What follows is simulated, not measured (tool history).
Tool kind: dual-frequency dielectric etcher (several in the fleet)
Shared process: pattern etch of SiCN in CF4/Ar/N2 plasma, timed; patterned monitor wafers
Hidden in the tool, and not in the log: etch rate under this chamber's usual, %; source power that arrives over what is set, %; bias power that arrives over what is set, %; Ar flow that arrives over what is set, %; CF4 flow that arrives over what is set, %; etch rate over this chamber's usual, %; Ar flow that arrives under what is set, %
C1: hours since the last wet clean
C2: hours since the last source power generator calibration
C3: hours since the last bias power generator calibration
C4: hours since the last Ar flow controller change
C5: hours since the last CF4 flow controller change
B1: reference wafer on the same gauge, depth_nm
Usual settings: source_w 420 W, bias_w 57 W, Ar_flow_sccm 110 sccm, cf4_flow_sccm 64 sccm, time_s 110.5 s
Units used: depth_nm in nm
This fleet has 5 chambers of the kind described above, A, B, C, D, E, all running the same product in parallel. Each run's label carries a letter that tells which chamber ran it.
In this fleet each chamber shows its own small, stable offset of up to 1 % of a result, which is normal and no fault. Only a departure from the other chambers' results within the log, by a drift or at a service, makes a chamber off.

-- day=0.038 chamber E: wet clean of the chamber
run 1D day=0.25 | source_w=420 bias_w=57 Ar_flow_sccm=110 cf4_flow_sccm=64 time_s=110.5 | C1=343.2 C2=1110.9 C3=2372.1 C4=657.2 C5=2108.5 | B1=88.203 | depth_nm=79.904
run 2E day=0.479 | source_w=420 bias_w=57 Ar_flow_sccm=110 cf4_flow_sccm=64 time_s=110.5 | C1=10.6 C2=652.7 C3=283.6 C4=4097.4 C5=3079.3 | B1=88.197 | depth_nm=80.806
run 3C day=0.892 | source_w=420 bias_w=57 Ar_flow_sccm=110 cf4_flow_sccm=64 time_s=110.5 | C1=427.1 C2=3647 C3=142.6 C4=796 C5=1199.5 | B1=88.173 | depth_nm=80.115
-- day=1.267 chamber C: wet clean of the chamber
run 4B day=1.304 | source_w=420 bias_w=57 Ar_flow_sccm=110 cf4_flow_sccm=64 time_s=110.5 | C1=324.3 C2=1416.4 C3=262.2 C4=1168 C5=1271.3 | B1=88.155 | depth_nm=80.247
-- day=1.417 chamber A: wet clean of the chamber
run 5A day=1.65 | source_w=420 bias_w=57 Ar_flow_sccm=110 cf4_flow_sccm=64 time_s=110.5 | C1=5.6 C2=2439.5 C3=1642.6 C4=3059.9 C5=4274.3 | B1=88.135 | depth_nm=79.811
-- day=1.821 chamber D: CF4 flow controller replaced
run 6D day=2.067 | source_w=420 bias_w=57 Ar_flow_sccm=110 cf4_flow_sccm=64 time_s=110.5 | C1=386.8 C2=1154.5 C3=2415.7 C4=700.8 C5=5.9 | B1=88.109 | depth_nm=79.59
run 7A day=2.429 | source_w=420 bias_w=57 Ar_flow_sccm=110 cf4_flow_sccm=64 time_s=110.5 | C1=24.3 C2=2458.2 C3=1661.3 C4=3078.6 C5=4293 | B1=88.123 | depth_nm=79.712
run 8E day=2.829 | source_w=420 bias_w=57 Ar_flow_sccm=110 cf4_flow_sccm=64 time_s=110.5 | C1=67 C2=709.1 C3=340 C4=4153.8 C5=3135.7 | B1=88.097 | depth_nm=80.636
run 9C day=3.162 | source_w=420 bias_w=57 Ar_flow_sccm=110 cf4_flow_sccm=64 time_s=110.5 | C1=45.5 C2=3701.5 C3=197.1 C4=850.5 C5=1254 | B1=88.093 | depth_nm=80.147
run 10B day=3.496 | source_w=420 bias_w=57 Ar_flow_sccm=110 cf4_flow_sccm=64 time_s=110.5 | C1=376.9 C2=1469 C3=314.8 C4=1220.6 C5=1323.9 | B1=88.073 | depth_nm=80.121
-- day=3.683 chamber D: wet clean of the chamber
run 11D day=3.85 | source_w=420 bias_w=57 Ar_flow_sccm=110 cf4_flow_sccm=64 time_s=110.5 | C1=4 C2=1197.3 C3=2458.5 C4=743.6 C5=48.7 | B1=88.047 | depth_nm=79.674
run 12C day=4.054 | source_w=420 bias_w=57 Ar_flow_sccm=110 cf4_flow_sccm=64 time_s=110.5 | C1=66.9 C2=3722.9 C3=218.5 C4=871.9 C5=1275.4 | B1=88.048 | depth_nm=80.064
run 13E day=4.392 | source_w=420 bias_w=57 Ar_flow_sccm=110 cf4_flow_sccm=76 time_s=110.5 | C1=104.5 C2=746.6 C3=377.5 C4=4191.3 C5=3173.2 | B1=88.045 | depth_nm=82.939
run 14B day=4.642 | source_w=420 bias_w=57 Ar_flow_sccm=110 cf4_flow_sccm=76 time_s=110.5 | C1=404.4 C2=1496.5 C3=342.3 C4=1248.1 C5=1351.4 | B1=88.036 | depth_nm=82.442
run 15A day=4.883 | source_w=420 bias_w=57 Ar_flow_sccm=110 cf4_flow_sccm=76 time_s=110.5 | C1=83.2 C2=2517.1 C3=1720.2 C4=3137.5 C5=4351.9 | B1=88.006 | depth_nm=81.868
run 16B day=5.146 | source_w=420 bias_w=57 Ar_flow_sccm=110 cf4_flow_sccm=76 time_s=110.5 | C1=416.5 C2=1508.6 C3=354.4 C4=1260.2 C5=1363.5 | B1=88.007 | depth_nm=82.406
run 17A day=5.546 | source_w=420 bias_w=57 Ar_flow_sccm=110 cf4_flow_sccm=76 time_s=110.5 | C1=99.1 C2=2533 C3=1736.1 C4=3153.4 C5=4367.8 | B1=88.015 | depth_nm=81.652
run 18C day=5.821 | source_w=420 bias_w=57 Ar_flow_sccm=110 cf4_flow_sccm=64 time_s=110.5 | C1=109.3 C2=3765.3 C3=260.9 C4=914.3 C5=1317.8 | B1=87.958 | depth_nm=79.997
run 19D day=6.15 | source_w=500 bias_w=57 Ar_flow_sccm=110 cf4_flow_sccm=64 time_s=110.5 | C1=59.2 C2=1252.5 C3=2513.7 C4=798.8 C5=103.9 | B1=87.948 | depth_nm=92.776
run 20E day=6.458 | source_w=500 bias_w=57 Ar_flow_sccm=110 cf4_flow_sccm=64 time_s=110.5 | C1=154.1 C2=796.2 C3=427.1 C4=4240.9 C5=3222.8 | B1=87.94 | depth_nm=93.838
run 21D day=6.842 | source_w=500 bias_w=57 Ar_flow_sccm=110 cf4_flow_sccm=64 time_s=110.5 | C1=75.8 C2=1269.1 C3=2530.3 C4=815.4 C5=120.5 | B1=87.922 | depth_nm=92.562
run 22B day=7.042 | source_w=500 bias_w=57 Ar_flow_sccm=110 cf4_flow_sccm=64 time_s=110.5 | C1=462 C2=1554.1 C3=399.9 C4=1305.7 C5=1409 | B1=87.922 | depth_nm=93.075
run 23E day=7.329 | source_w=500 bias_w=57 Ar_flow_sccm=110 cf4_flow_sccm=64 time_s=110.5 | C1=175 C2=817.1 C3=448 C4=4261.8 C5=3243.7 | B1=87.915 | depth_nm=93.819
run 24A day=7.546 | source_w=420 bias_w=57 Ar_flow_sccm=110 cf4_flow_sccm=64 time_s=110.5 | C1=147.1 C2=2581 C3=1784.1 C4=3201.4 C5=4415.8 | B1=87.89 | depth_nm=79.441
run 25C day=7.879 | source_w=420 bias_w=57 Ar_flow_sccm=110 cf4_flow_sccm=64 time_s=110.5 | C1=158.7 C2=3814.7 C3=310.3 C4=963.7 C5=1367.2 | B1=87.895 | depth_nm=79.925
-- day=7.942 chamber A: source power generator calibrated
run 26E day=8.267 | source_w=420 bias_w=57 Ar_flow_sccm=110 cf4_flow_sccm=64 time_s=110.5 | C1=197.5 C2=839.6 C3=470.5 C4=4284.3 C5=3266.2 | B1=87.859 | depth_nm=80.628
run 27A day=8.604 | source_w=420 bias_w=57 Ar_flow_sccm=110 cf4_flow_sccm=64 time_s=110.5 | C1=172.5 C2=15.9 C3=1809.5 C4=3226.8 C5=4441.2 | B1=87.87 | depth_nm=79.424
run 28D day=8.954 | source_w=420 bias_w=57 Ar_flow_sccm=110 cf4_flow_sccm=64 time_s=110.5 | C1=126.5 C2=1319.8 C3=2581 C4=866.1 C5=171.2 | B1=87.861 | depth_nm=79.606
run 29B day=9.2 | source_w=420 bias_w=57 Ar_flow_sccm=110 cf4_flow_sccm=64 time_s=110.5 | C1=513.8 C2=1605.9 C3=451.7 C4=1357.5 C5=1460.8 | B1=87.831 | depth_nm=79.985
run 30C day=9.425 | source_w=420 bias_w=57 Ar_flow_sccm=110 cf4_flow_sccm=64 time_s=110.5 | C1=195.8 C2=3851.8 C3=347.4 C4=1000.8 C5=1404.3 | B1=87.857 | depth_nm=79.809
run 31E day=9.642 | source_w=420 bias_w=57 Ar_flow_sccm=110 cf4_flow_sccm=64 time_s=110.5 | C1=230.5 C2=872.6 C3=503.5 C4=4317.3 C5=3299.2 | B1=87.833 | depth_nm=80.622
run 32A day=9.912 | source_w=420 bias_w=57 Ar_flow_sccm=110 cf4_flow_sccm=64 time_s=110.5 | C1=203.9 C2=47.3 C3=1840.9 C4=3258.2 C5=4472.6 | B1=87.811 | depth_nm=79.379
run 33C day=10.162 | source_w=420 bias_w=57 Ar_flow_sccm=110 cf4_flow_sccm=64 time_s=110.5 | C1=213.5 C2=3869.5 C3=365.1 C4=1018.5 C5=1422 | B1=87.824 | depth_nm=79.727

For the next run the whole fleet of 5 chambers uses the same settings. Give each chamber's results:
run 34A day=10.462 | source_w=420 bias_w=57 Ar_flow_sccm=131 cf4_flow_sccm=64 time_s=110.5 | depth_nm=?
run 34B day=10.462 | source_w=420 bias_w=57 Ar_flow_sccm=131 cf4_flow_sccm=64 time_s=110.5 | depth_nm=?
run 34C day=10.462 | source_w=420 bias_w=57 Ar_flow_sccm=131 cf4_flow_sccm=64 time_s=110.5 | depth_nm=?
run 34D day=10.462 | source_w=420 bias_w=57 Ar_flow_sccm=131 cf4_flow_sccm=64 time_s=110.5 | depth_nm=?
run 34E day=10.462 | source_w=420 bias_w=57 Ar_flow_sccm=131 cf4_flow_sccm=64 time_s=110.5 | depth_nm=?

run=34A depth_nm=76.889
run=34B depth_nm=77.576
run=34C depth_nm=77.517
run=34D depth_nm=77.198
run=34E depth_nm=78.001

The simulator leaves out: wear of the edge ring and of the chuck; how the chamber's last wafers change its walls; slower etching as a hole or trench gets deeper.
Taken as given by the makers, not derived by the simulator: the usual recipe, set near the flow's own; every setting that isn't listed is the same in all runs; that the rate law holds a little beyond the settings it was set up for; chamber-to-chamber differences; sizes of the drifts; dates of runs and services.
